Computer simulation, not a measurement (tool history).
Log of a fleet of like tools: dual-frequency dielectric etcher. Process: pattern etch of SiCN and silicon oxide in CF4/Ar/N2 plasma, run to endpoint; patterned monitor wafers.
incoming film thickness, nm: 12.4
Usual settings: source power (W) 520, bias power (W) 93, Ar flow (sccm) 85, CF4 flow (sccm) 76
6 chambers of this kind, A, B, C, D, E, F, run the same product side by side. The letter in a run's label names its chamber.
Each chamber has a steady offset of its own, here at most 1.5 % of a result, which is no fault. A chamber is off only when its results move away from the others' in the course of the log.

| run | hour | source power (W) | bias power (W) | Ar flow (sccm) | CF4 flow (sccm) | endpoint time (s) |
|---|---|---|---|---|---|---|
|  | 7.5 | chamber C: CF4 flow controller replaced |
| 1E | 11 | 520 | 93 | 85 | 76 | 11.263 |
|  | 12.9 | chamber D: wet clean of the chamber |
| 2A | 16.5 | 520 | 93 | 85 | 76 | 11.289 |
| 3D | 28.1 | 520 | 93 | 85 | 76 | 11.183 |
| 4B | 36.3 | 520 | 93 | 85 | 76 | 11.36 |
| 5C | 46.6 | 520 | 93 | 85 | 76 | 11.202 |
| 6F | 52.7 | 520 | 93 | 85 | 76 | 11.296 |
| 7B | 61.1 | 520 | 93 | 85 | 76 | 11.277 |
| 8F | 68.4 | 520 | 93 | 92 | 89 | 11.192 |
| 9E | 79.6 | 520 | 93 | 92 | 89 | 11.056 |
| 10D | 88.9 | 520 | 93 | 92 | 89 | 10.924 |
| 11C | 98.6 | 520 | 93 | 92 | 89 | 10.909 |
| 12A | 109.2 | 520 | 93 | 92 | 89 | 11.063 |
| 13D | 118.5 | 520 | 93 | 92 | 89 | 10.971 |
| 14B | 129.7 | 520 | 93 | 85 | 76 | 11.388 |
|  | 136.6 | chamber E: wet clean of the chamber |
| 15E | 140.3 | 520 | 93 | 85 | 76 | 11.359 |
| 16A | 147.5 | 460 | 93 | 76 | 76 | 12.327 |
| 17F | 158.1 | 460 | 93 | 76 | 76 | 11.903 |
| 18C | 164.7 | 460 | 93 | 76 | 76 | 12.165 |
|  | 167.7 | chamber A: wet clean of the chamber |
| 19E | 172.6 | 460 | 93 | 76 | 76 | 12.313 |
| 20F | 178.9 | 460 | 93 | 76 | 76 | 11.995 |
|  | 181.2 | chamber A: CF4 flow controller replaced |
| 21B | 184.7 | 460 | 93 | 76 | 76 | 12.333 |
| 22A | 193.5 | 520 | 93 | 85 | 76 | 11.168 |
| 23D | 204.8 | 520 | 93 | 85 | 76 | 11.003 |
| 24C | 216.1 | 520 | 93 | 85 | 76 | 11.117 |
| 25A | 227 | 520 | 93 | 85 | 76 | 11.245 |
| 26F | 234.6 | 520 | 93 | 85 | 76 | 10.927 |
| 27B | 241.5 | 520 | 93 | 85 | 76 | 11.343 |
| 28E | 252.2 | 520 | 93 | 85 | 76 | 11.267 |
| 29C | 263.7 | 520 | 93 | 85 | 76 | 11.042 |
| 30D | 270.5 | 520 | 93 | 85 | 76 | 11.134 |
|  | 278 | chamber B: source power generator calibrated |
| 31B | 279.2 | 520 | 93 | 85 | 76 | 11.37 |
| 32C | 289.1 | 520 | 93 | 85 | 76 | 11.071 |
| 33A | 294.5 | 520 | 93 | 85 | 76 | 11.304 |
| 34D | 305.1 | 520 | 93 | 85 | 76 | 11.101 |
| 35F | 310.4 | 520 | 93 | 85 | 76 | 10.81 |
| 36E | 321.6 | 520 | 93 | 85 | 76 | 11.259 |
| 37A | 327.7 | 520 | 93 | 85 | 76 | 11.208 |
| 38B | 335.6 | 520 | 93 | 85 | 76 | 11.423 |
| 39D | 346.1 | 520 | 93 | 85 | 76 | 11.111 |
|  | 351.7 | chamber E: bias power generator calibrated |
| 40E | 353.7 | 520 | 93 | 85 | 76 | 11.224 |

Is one chamber off against the others, does the gauge drift, or is nothing wrong? If a chamber is off, say which, and what the likeliest cause is.

Chamber F drifts away from the others.
Cause: etch rate over this chamber's usual, % = 4.93.
The log may not tell that from: source power that arrives over what is set, %.

Here are 4 candidates for chamber F's next run, each the usual settings with a change, their results left as question marks. Which one brings its results back in line with what the others give on the usual settings?
In line means no further than this from the other chambers' mean on the usual settings: endpoint time (s) 0.2
| 41F-1 | 362.1 | 510 | 93 | 85 | 76 | ? |
| 41F-2 | 362.1 | 530 | 93 | 85 | 76 | ? |
| 41F-3 | 362.1 | 500 | 91 | 86 | 75 | ? |
| 41F-4 | 362.1 | 540 | 95 | 84 | 77 | ? |

The other chambers' mean on the usual settings: endpoint time (s) 11.202
| run | endpoint time (s) |
|---|---|
| 41F-1 | 10.85 |
| 41F-2 | 10.491 |
| 41F-3 | 11.156 |
| 41F-4 | 10.215 |
41F-3 brings the chamber back in line.

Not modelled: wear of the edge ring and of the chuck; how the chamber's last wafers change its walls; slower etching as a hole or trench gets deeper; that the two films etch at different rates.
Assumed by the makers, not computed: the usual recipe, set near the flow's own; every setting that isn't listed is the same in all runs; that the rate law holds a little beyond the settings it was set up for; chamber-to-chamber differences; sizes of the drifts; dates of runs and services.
